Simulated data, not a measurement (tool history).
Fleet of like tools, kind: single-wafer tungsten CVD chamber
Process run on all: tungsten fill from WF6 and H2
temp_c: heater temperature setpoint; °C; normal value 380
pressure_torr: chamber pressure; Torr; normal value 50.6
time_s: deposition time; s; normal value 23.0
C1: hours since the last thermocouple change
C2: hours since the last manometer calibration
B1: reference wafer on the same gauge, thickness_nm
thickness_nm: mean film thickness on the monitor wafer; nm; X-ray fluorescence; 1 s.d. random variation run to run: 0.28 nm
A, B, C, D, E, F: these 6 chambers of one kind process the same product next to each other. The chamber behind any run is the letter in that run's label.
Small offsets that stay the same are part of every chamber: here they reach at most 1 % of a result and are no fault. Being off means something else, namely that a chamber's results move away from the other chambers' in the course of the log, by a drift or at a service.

run 1C hour=7.7 | temp_c=380 pressure_torr=50.6 time_s=23.0 | C1=308.2 C2=1269.9 | B1=47.141 | thickness_nm=57.384
run 2E hour=16.5 | temp_c=380 pressure_torr=50.6 time_s=23.0 | C1=1164.8 C2=773.0 | B1=47.139 | thickness_nm=58.506
run 3B hour=25.6 | temp_c=380 pressure_torr=50.6 time_s=23.0 | C1=779.6 C2=364.6 | B1=47.194 | thickness_nm=56.903
run 4A hour=39.7 | temp_c=380 pressure_torr=50.6 time_s=23.0 | C1=659.8 C2=935.7 | B1=47.183 | thickness_nm=57.471
run 5D hour=54.1 | temp_c=380 pressure_torr=50.6 time_s=23.0 | C1=1171.6 C2=757.9 | B1=47.183 | thickness_nm=58.097
run 6F hour=65.5 | temp_c=370 pressure_torr=50.6 time_s=20.1 | C1=422.8 C2=620.6 | B1=47.210 | thickness_nm=40.708
run 7F hour=76.2 | temp_c=370 pressure_torr=50.6 time_s=20.1 | C1=433.5 C2=631.3 | B1=47.263 | thickness_nm=41.073
run 8C hour=84.5 | temp_c=370 pressure_torr=50.6 time_s=20.1 | C1=385.0 C2=1346.7 | B1=47.159 | thickness_nm=40.873
run 9A hour=96.8 | temp_c=370 pressure_torr=50.6 time_s=20.1 | C1=716.9 C2=992.8 | B1=47.235 | thickness_nm=40.818
run 10D hour=106.5 | temp_c=370 pressure_torr=50.6 time_s=20.1 | C1=1224.0 C2=810.3 | B1=47.244 | thickness_nm=41.305
run 11E hour=121.2 | temp_c=370 pressure_torr=50.6 time_s=20.1 | C1=1269.5 C2=877.7 | B1=47.206 | thickness_nm=41.356
run 12B hour=130.6 | temp_c=380 pressure_torr=50.6 time_s=23.0 | C1=884.6 C2=469.6 | B1=47.212 | thickness_nm=57.535
-- hour=140.3 chamber A: capacitance manometer re-zeroed and calibrated
run 13B hour=142.5 | temp_c=380 pressure_torr=50.6 time_s=23.0 | C1=896.5 C2=481.5 | B1=47.193 | thickness_nm=56.794
run 14A hour=150.1 | temp_c=373 pressure_torr=45.9 time_s=23.0 | C1=770.2 C2=9.8 | B1=47.173 | thickness_nm=47.929
run 15E hour=157.7 | temp_c=373 pressure_torr=45.9 time_s=23.0 | C1=1306.0 C2=914.2 | B1=47.232 | thickness_nm=48.594
run 16F hour=168.6 | temp_c=373 pressure_torr=45.9 time_s=23.0 | C1=525.9 C2=723.7 | B1=47.154 | thickness_nm=48.162
run 17C hour=181.7 | temp_c=373 pressure_torr=45.9 time_s=23.0 | C1=482.2 C2=1443.9 | B1=47.188 | thickness_nm=48.004
run 18D hour=190.7 | temp_c=373 pressure_torr=45.9 time_s=23.0 | C1=1308.2 C2=894.5 | B1=47.198 | thickness_nm=48.119
run 19D hour=200.3 | temp_c=373 pressure_torr=45.9 time_s=23.0 | C1=1317.8 C2=904.1 | B1=47.231 | thickness_nm=47.996
run 20F hour=212.8 | temp_c=380 pressure_torr=50.6 time_s=23.0 | C1=570.1 C2=767.9 | B1=47.177 | thickness_nm=57.779
run 21A hour=225.5 | temp_c=380 pressure_torr=50.6 time_s=23.0 | C1=845.6 C2=85.2 | B1=47.207 | thickness_nm=58.541
run 22E hour=235.8 | temp_c=380 pressure_torr=50.6 time_s=23.0 | C1=1384.1 C2=992.3 | B1=47.242 | thickness_nm=58.159
run 23B hour=247.2 | temp_c=380 pressure_torr=50.6 time_s=23.0 | C1=1001.2 C2=586.2 | B1=47.192 | thickness_nm=57.696
run 24C hour=258.2 | temp_c=380 pressure_torr=50.6 time_s=23.0 | C1=558.7 C2=1520.4 | B1=47.244 | thickness_nm=58.557
run 25D hour=265.3 | temp_c=380 pressure_torr=50.6 time_s=23.0 | C1=1382.8 C2=969.1 | B1=47.156 | thickness_nm=57.258
run 26C hour=273.0 | temp_c=380 pressure_torr=50.6 time_s=23.0 | C1=573.5 C2=1535.2 | B1=47.167 | thickness_nm=58.436
run 27E hour=285.3 | temp_c=380 pressure_torr=50.6 time_s=23.0 | C1=1433.6 C2=1041.8 | B1=47.264 | thickness_nm=58.173
-- hour=286.1 chamber E: capacitance manometer re-zeroed and calibrated
run 28B hour=298.5 | temp_c=380 pressure_torr=50.6 time_s=23.0 | C1=1052.5 C2=637.5 | B1=47.219 | thickness_nm=58.083
run 29F hour=310.5 | temp_c=380 pressure_torr=50.6 time_s=23.0 | C1=667.8 C2=865.6 | B1=47.217 | thickness_nm=57.313
run 30A hour=319.6 | temp_c=380 pressure_torr=50.6 time_s=23.0 | C1=939.7 C2=179.3 | B1=47.181 | thickness_nm=57.562
run 31D hour=329.3 | temp_c=380 pressure_torr=50.6 time_s=23.0 | C1=1446.8 C2=1033.1 | B1=47.220 | thickness_nm=58.030
run 32A hour=336.6 | temp_c=380 pressure_torr=50.6 time_s=23.0 | C1=956.7 C2=196.3 | B1=47.162 | thickness_nm=57.844
run 33E hour=351.2 | temp_c=380 pressure_torr=50.6 time_s=23.0 | C1=1499.5 C2=65.1 | B1=47.245 | thickness_nm=57.997
run 34F hour=362.5 | temp_c=380 pressure_torr=50.6 time_s=23.0 | C1=719.8 C2=917.6 | B1=47.203 | thickness_nm=57.695
run 35B hour=372.6 | temp_c=380 pressure_torr=50.6 time_s=23.0 | C1=1126.6 C2=711.6 | B1=47.204 | thickness_nm=58.644
run 36C hour=386.3 | temp_c=380 pressure_torr=50.6 time_s=23.0 | C1=686.8 C2=1648.5 | B1=47.209 | thickness_nm=57.604
run 37A hour=399.2 | temp_c=380 pressure_torr=50.6 time_s=23.0 | C1=1019.3 C2=258.9 | B1=47.210 | thickness_nm=57.466
run 38D hour=408.3 | temp_c=374 pressure_torr=45.1 time_s=23.0 | C1=1525.8 C2=1112.1 | B1=47.209 | thickness_nm=48.439
run 39B hour=419.3 | temp_c=374 pressure_torr=45.1 time_s=23.0 | C1=1173.3 C2=758.3 | B1=47.173 | thickness_nm=50.210
run 40C hour=430.2 | temp_c=374 pressure_torr=45.1 time_s=23.0 | C1=730.7 C2=1692.4 | B1=47.163 | thickness_nm=48.728
run 41F hour=442.8 | temp_c=374 pressure_torr=45.1 time_s=23.0 | C1=800.1 C2=997.9 | B1=47.278 | thickness_nm=48.401
run 42E hour=450.1 | temp_c=374 pressure_torr=45.1 time_s=23.0 | C1=1598.4 C2=164.0 | B1=47.187 | thickness_nm=48.878
run 43E hour=459.5 | temp_c=374 pressure_torr=45.1 time_s=23.0 | C1=1607.8 C2=173.4 | B1=47.181 | thickness_nm=48.663

Is one chamber off against the others, does the gauge drift, or is nothing wrong? If a chamber is off, say which, and what the likeliest cause is.

Chamber B drifts away from the others.
Cause: wafer temperature above the value expected at the setpoint (K) = 2.39.

Which of the 4 candidates below, each the usual settings with something changed and its results left as question marks, puts chamber B back in line with what the other chambers give on the usual settings?
In-line tolerance around the mean of the other chambers on the usual settings: thickness_nm 0.990 nm
run 44B-1 hour=470.4 | temp_c=383 pressure_torr=51.6 time_s=23.0 | thickness_nm=?
run 44B-2 hour=470.4 | temp_c=379 pressure_torr=50.2 time_s=22.8 | thickness_nm=?
run 44B-3 hour=470.4 | temp_c=378 pressure_torr=49.9 time_s=22.5 | thickness_nm=?
run 44B-4 hour=470.4 | temp_c=381 pressure_torr=51.0 time_s=23.2 | thickness_nm=?

What the other chambers average on the usual settings: thickness_nm 57.895 nm
run=44B-1 thickness_nm=64.538
run=44B-2 thickness_nm=58.289
run=44B-3 thickness_nm=56.209
run=44B-4 thickness_nm=62.210
It is 44B-2 that realigns the chamber with its peers.
